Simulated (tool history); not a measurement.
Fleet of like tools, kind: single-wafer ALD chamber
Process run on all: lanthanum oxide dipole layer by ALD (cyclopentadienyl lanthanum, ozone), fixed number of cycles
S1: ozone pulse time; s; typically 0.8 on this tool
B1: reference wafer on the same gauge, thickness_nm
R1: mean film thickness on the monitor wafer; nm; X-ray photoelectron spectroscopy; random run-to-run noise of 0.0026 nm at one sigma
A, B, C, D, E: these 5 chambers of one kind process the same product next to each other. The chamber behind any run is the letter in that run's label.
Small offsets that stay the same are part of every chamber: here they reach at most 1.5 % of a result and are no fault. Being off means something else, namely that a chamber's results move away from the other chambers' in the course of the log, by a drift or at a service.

run   hour    S1       B1       R1
 1D    3.9   0.8  0.40191  0.46484
 2B    6.6   0.8  0.40158  0.46767
 3A    9.2   0.8   0.4026  0.46136
 4C     12   0.8   0.4019  0.45568
 5E   14.2   0.8  0.40169  0.45704
 6D   17.1   0.8  0.40209  0.45877
 7B   21.1   0.8  0.40184  0.46761
 8A   24.6  0.99  0.40163  0.49595
 9E   27.2  0.99  0.40184  0.49264
10C   29.3  0.99  0.40237  0.49259
11D   32.6  0.99  0.40199  0.49644
12C   35.2  0.99  0.40126  0.48787
13A   39.9   0.8  0.40155  0.46451
14E     43   0.8  0.40215  0.46269
15B   47.6  0.94  0.40178  0.49241
16E   50.4  0.94  0.40217  0.48853
17A   54.2  0.94  0.40207  0.49068
18D   58.3  0.94  0.40208  0.48792
19B   61.7  0.94  0.40224  0.50107
20C   64.8   0.8  0.40201  0.45968
21C   67.9   0.8  0.40199  0.46128
22B   72.4   0.8  0.40154  0.46753
23D   75.3   0.8  0.40173  0.46123
24E     78   0.8  0.40169  0.44502
25A   82.3   0.8  0.40273  0.46749
26B   86.8   0.8  0.40218  0.46538
27D     90   0.8  0.40208  0.45951
28C   93.6   0.8  0.40189  0.45453
29A   98.1   0.8  0.40202   0.4672
30E  101.1   0.8  0.40143  0.43178
31D  105.5   0.8  0.40217  0.45938

Next, every chamber runs the same settings. What will each give?
32A   109  0.7       ?
32B   109  0.7       ?
32C   109  0.7       ?
32D   109  0.7       ?
32E   109  0.7       ?

run       R1
32A  0.43879
32B  0.43543
32C  0.43007
32D  0.43605
32E  0.40161

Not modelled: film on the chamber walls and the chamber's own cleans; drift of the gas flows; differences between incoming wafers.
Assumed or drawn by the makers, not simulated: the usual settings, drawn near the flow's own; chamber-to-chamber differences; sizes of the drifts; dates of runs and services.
